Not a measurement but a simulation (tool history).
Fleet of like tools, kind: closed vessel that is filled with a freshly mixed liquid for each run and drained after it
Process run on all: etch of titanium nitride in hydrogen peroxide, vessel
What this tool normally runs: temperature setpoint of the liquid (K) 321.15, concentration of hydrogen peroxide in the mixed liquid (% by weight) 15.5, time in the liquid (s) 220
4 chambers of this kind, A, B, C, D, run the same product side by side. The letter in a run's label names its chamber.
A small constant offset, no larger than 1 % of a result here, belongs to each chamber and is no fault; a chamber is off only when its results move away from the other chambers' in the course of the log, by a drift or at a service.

| run | day | temperature setpoint of the liquid (K) | concentration of hydrogen peroxide in the mixed liquid (% by weight) | time in the liquid (s) | hours since the thermometer was replaced | hours since the peroxide flow meter was replaced | hours since the drum of peroxide was connected | read-back film thickness of the titanium nitride reference wafer, read on the same gauge (nm) | thickness taken off the titanium nitride on a monitor wafer (nm) |
|---|---|---|---|---|---|---|---|---|---|
| 1B | 0.279 | 321.15 | 15.5 | 220 | 1261.6 | 23.0 | 154.0 | 89.993 | 14.838 |
| 2A | 0.538 | 321.15 | 15.5 | 220 | 531.3 | 1117.0 | 53.2 | 90.015 | 14.970 |
|  | 0.625 | chamber D: new drum of peroxide connected |
| 3D | 0.808 | 321.15 | 15.5 | 220 | 2465.4 | 1146.2 | 4.4 | 90.005 | 14.941 |
| 4C | 1.092 | 321.15 | 15.5 | 220 | 1499.5 | 1433.9 | 127.2 | 90.028 | 15.087 |
| 5D | 1.300 | 321.15 | 15.5 | 220 | 2477.2 | 1158.0 | 16.2 | 90.038 | 14.971 |
| 6B | 1.521 | 321.15 | 15.5 | 220 | 1291.4 | 52.8 | 183.8 | 90.022 | 14.945 |
| 7A | 1.779 | 321.15 | 15.5 | 220 | 561.1 | 1146.8 | 83.0 | 89.986 | 15.032 |
| 8C | 1.992 | 321.15 | 12.0 | 220 | 1521.1 | 1455.5 | 148.8 | 90.008 | 14.222 |
| 9C | 2.154 | 321.15 | 12.0 | 220 | 1525.0 | 1459.4 | 152.7 | 89.986 | 14.275 |
| 10B | 2.412 | 321.15 | 12.0 | 220 | 1312.8 | 74.2 | 205.2 | 89.985 | 14.254 |
| 11A | 2.579 | 321.15 | 12.0 | 220 | 580.3 | 1166.0 | 102.2 | 89.982 | 14.196 |
| 12D | 2.746 | 321.15 | 15.5 | 220 | 2511.9 | 1192.7 | 50.9 | 90.008 | 14.921 |
| 13D | 2.958 | 321.15 | 15.5 | 220 | 2517.0 | 1197.8 | 56.0 | 90.003 | 15.015 |
| 14C | 3.092 | 321.15 | 15.5 | 220 | 1547.5 | 1481.9 | 175.2 | 89.991 | 15.104 |
| 15A | 3.238 | 321.15 | 15.5 | 220 | 596.1 | 1181.8 | 118.0 | 90.025 | 14.964 |
| 16B | 3.392 | 321.15 | 15.5 | 220 | 1336.3 | 97.7 | 228.7 | 90.025 | 15.171 |
| 17D | 3.579 | 321.15 | 15.5 | 220 | 2531.9 | 1212.7 | 70.9 | 90.004 | 14.939 |
| 18C | 3.862 | 321.15 | 15.5 | 220 | 1566.0 | 1500.4 | 193.7 | 90.013 | 15.006 |
| 19B | 4.133 | 321.15 | 15.5 | 220 | 1354.1 | 115.5 | 246.5 | 89.995 | 15.357 |
| 20A | 4.312 | 321.15 | 15.5 | 220 | 621.9 | 1207.6 | 143.8 | 90.020 | 14.998 |
| 21D | 4.525 | 321.15 | 15.5 | 220 | 2554.6 | 1235.4 | 93.6 | 89.995 | 15.006 |
| 22A | 4.696 | 321.15 | 15.5 | 220 | 631.1 | 1216.8 | 153.0 | 89.998 | 14.960 |
|  | 4.846 | chamber D: thermometer replaced |
| 23B | 4.954 | 321.15 | 15.5 | 220 | 1373.8 | 135.2 | 266.2 | 90.005 | 15.434 |
| 24C | 5.183 | 317.15 | 15.5 | 305 | 1597.7 | 1532.1 | 225.4 | 90.034 | 15.576 |
| 25B | 5.375 | 317.15 | 15.5 | 305 | 1383.9 | 145.3 | 276.3 | 89.978 | 15.989 |
| 26D | 5.504 | 317.15 | 15.5 | 305 | 15.9 | 1258.9 | 117.1 | 89.999 | 15.288 |
| 27A | 5.746 | 317.15 | 15.5 | 305 | 656.3 | 1242.0 | 178.2 | 89.993 | 15.463 |
| 28C | 6.000 | 321.15 | 15.5 | 220 | 1617.3 | 1551.7 | 245.0 | 89.997 | 15.054 |
| 29A | 6.162 | 321.15 | 15.5 | 220 | 666.3 | 1252.0 | 188.2 | 90.024 | 14.989 |

The same settings go to every chamber for the next run, one line per chamber below. Forecast the results for each:
| 30A | 6.375 | 321.15 | 15.5 | 220 |  |  |  |  | ? |
| 30B | 6.375 | 321.15 | 15.5 | 220 |  |  |  |  | ? |
| 30C | 6.375 | 321.15 | 15.5 | 220 |  |  |  |  | ? |
| 30D | 6.375 | 321.15 | 15.5 | 220 |  |  |  |  | ? |

| run | thickness taken off the titanium nitride on a monitor wafer (nm) |
|---|---|
| 30A | 14.969 |
| 30B | 15.673 |
| 30C | 14.941 |
| 30D | 14.911 |
